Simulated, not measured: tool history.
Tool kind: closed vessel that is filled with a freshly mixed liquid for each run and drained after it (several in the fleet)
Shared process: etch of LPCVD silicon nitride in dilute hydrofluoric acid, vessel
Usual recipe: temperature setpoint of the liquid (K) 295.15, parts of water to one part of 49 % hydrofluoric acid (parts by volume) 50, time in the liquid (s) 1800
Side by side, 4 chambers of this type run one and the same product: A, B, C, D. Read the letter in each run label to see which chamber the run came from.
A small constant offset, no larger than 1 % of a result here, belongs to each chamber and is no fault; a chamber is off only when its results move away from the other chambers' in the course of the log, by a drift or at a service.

run   hour  temperature setpoint of the liquid (K)  parts of water to one part of 49 % hydrofluoric acid (parts by volume)  time in the liquid (s)  hours since the thermometer was replaced  hours since the hydrofluoric acid flow meter was replaced  read-back film thickness of the LPCVD silicon nitride reference wafer, read on the same gauge (nm)  thickness taken off the LPCVD silicon nitride on a monitor wafer (angstrom)
 1A    3.7                                  295.15                                                                      50                    1800                                    2277.3                                                     1898.1                                                                                              39.987                                                                       146.61
 2B    8.2                                  295.15                                                                      50                    1800                                     263.5                                                      898.6                                                                                              40.019                                                                       146.67
 3D   12.6                                  295.15                                                                      50                    1800                                    1709.7                                                      281.9                                                                                              40.008                                                                       148.95
 4C   15.4                                  295.15                                                                      50                    1800                                    1350.7                                                        721                                                                                               39.98                                                                        146.7
 5B   17.9                                  295.15                                                                      50                    2215                                     273.2                                                      908.3                                                                                              39.973                                                                       181.67
 6C   22.3                                  295.15                                                                      50                    2215                                    1357.6                                                      727.9                                                                                              40.035                                                                       181.32
 7D   25.1                                  295.15                                                                      50                    2215                                    1722.2                                                      294.4                                                                                              40.019                                                                       182.65
 8A     28                                  295.15                                                                      50                    2215                                    2301.6                                                     1922.4                                                                                              39.993                                                                       180.74
 9B   31.1                                  295.15                                                                      50                    1800                                     286.4                                                      921.5                                                                                              40.004                                                                       146.12
10D   34.4                                  295.15                                                                      50                    1800                                    1731.5                                                      303.7                                                                                               39.98                                                                       147.91
11A   36.7                                  295.15                                                                      50                    1800                                    2310.3                                                     1931.1                                                                                              39.994                                                                        145.8
12C   40.1                                  295.15                                                                      50                    1800                                    1375.4                                                      745.7                                                                                              39.995                                                                       147.74
13A   43.7                                  295.15                                                                      50                    1800                                    2317.3                                                     1938.1                                                                                              40.024                                                                       147.95
      45.2  -- chamber A: thermometer replaced
14C   46.6                                  295.15                                                                      50                    1800                                    1381.9                                                      752.2                                                                                              40.006                                                                       145.69
15D   50.2                                  295.15                                                                      50                    1800                                    1747.3                                                      319.5                                                                                              39.979                                                                       148.97
16B   52.5                                  295.15                                                                      50                    1800                                     307.8                                                      942.9                                                                                              39.968                                                                       147.79
17B     56                                  295.15                                                                      50                    1800                                     311.3                                                      946.4                                                                                              40.007                                                                       148.09
18D   60.8                                  295.15                                                                      50                    1800                                    1757.9                                                      330.1                                                                                              39.991                                                                       147.37
19C   65.3                                  295.15                                                                      50                    1800                                    1400.6                                                      770.9                                                                                              40.005                                                                        147.4
20A   69.1                                  297.65                                                                      75                    1800                                        24                                                     1963.5                                                                                              39.983                                                                       117.15
21A   72.7                                  297.65                                                                      75                    1800                                      27.6                                                     1967.1                                                                                              39.996                                                                       116.67
22D   77.1                                  297.65                                                                      75                    1800                                    1774.2                                                      346.4                                                                                               40.01                                                                       117.08
      80.2  -- chamber B: hydrofluoric acid flow meter replaced
23B     81                                  297.65                                                                      75                    1800                                     336.3                                                        0.8                                                                                              39.964                                                                       116.86
24C   83.2                                  295.15                                                                      50                    1800                                    1418.5                                                      788.8                                                                                              39.996                                                                       145.77
25C   87.6                                  295.15                                                                      50                    1800                                    1422.9                                                      793.2                                                                                              39.988                                                                       146.35
26B   89.8                                  295.15                                                                      50                    1800                                     345.1                                                        9.6                                                                                              39.996                                                                       148.08
27A   91.9                                  295.15                                                                      50                    1800                                      46.8                                                     1986.3                                                                                              40.012                                                                       147.99
28D   94.4                                  295.15                                                                      30                    1070                                    1791.5                                                      363.7                                                                                               40.01                                                                       146.87
29C   97.1                                  295.15                                                                      30                    1070                                    1432.4                                                      802.7                                                                                              40.012                                                                       143.62
30D    100                                  295.15                                                                      30                    1070                                    1797.1                                                      369.3                                                                                              39.999                                                                       146.73
     102.5  -- chamber A: hydrofluoric acid flow meter replaced
31A    104                                  295.15                                                                      30                    1070                                      58.9                                                        1.5                                                                                              39.985                                                                        141.5
32B  107.2                                  295.15                                                                      50                    1800                                     362.5                                                         27                                                                                              39.994                                                                        146.7
33C  109.5                                  295.15                                                                      50                    1800                                    1444.8                                                      815.1                                                                                              40.008                                                                       147.53
34B  112.1                                  295.15                                                                      50                    1800                                     367.4                                                       31.9                                                                                              40.006                                                                        146.9
35A  116.7                                  295.15                                                                      50                    1800                                      71.6                                                       14.2                                                                                              40.014                                                                       148.12
36D  120.8                                  295.15                                                                      50                    1800                                    1817.9                                                      390.1                                                                                              40.016                                                                       147.77
37B    125                                  298.15                                                                      50                    2290                                     380.3                                                       44.8                                                                                              39.994                                                                       229.95
38C  128.6                                  298.15                                                                      50                    2290                                    1463.9                                                      834.2                                                                                              40.008                                                                       230.23
39A  132.8                                  298.15                                                                      50                    2290                                      87.7                                                       30.3                                                                                              39.985                                                                       230.15
40D  136.9                                  298.15                                                                      50                    2290                                      1834                                                      406.2                                                                                              40.029                                                                       232.39
41C  140.3                                  295.15                                                                      50                    2665                                    1475.6                                                      845.9                                                                                              40.014                                                                       217.36
42D  142.6                                  295.15                                                                      50                    2665                                    1839.7                                                      411.9                                                                                              40.004                                                                       218.66

Decide between three cases: one chamber stands off from its peers, the gauge reading all wafers drifts, or nothing is wrong past each chamber's small offset. Where a chamber is off, say which and what most likely put it there.

No chamber is off and the gauge is stable; the differences are just each chamber's small, constant offset.
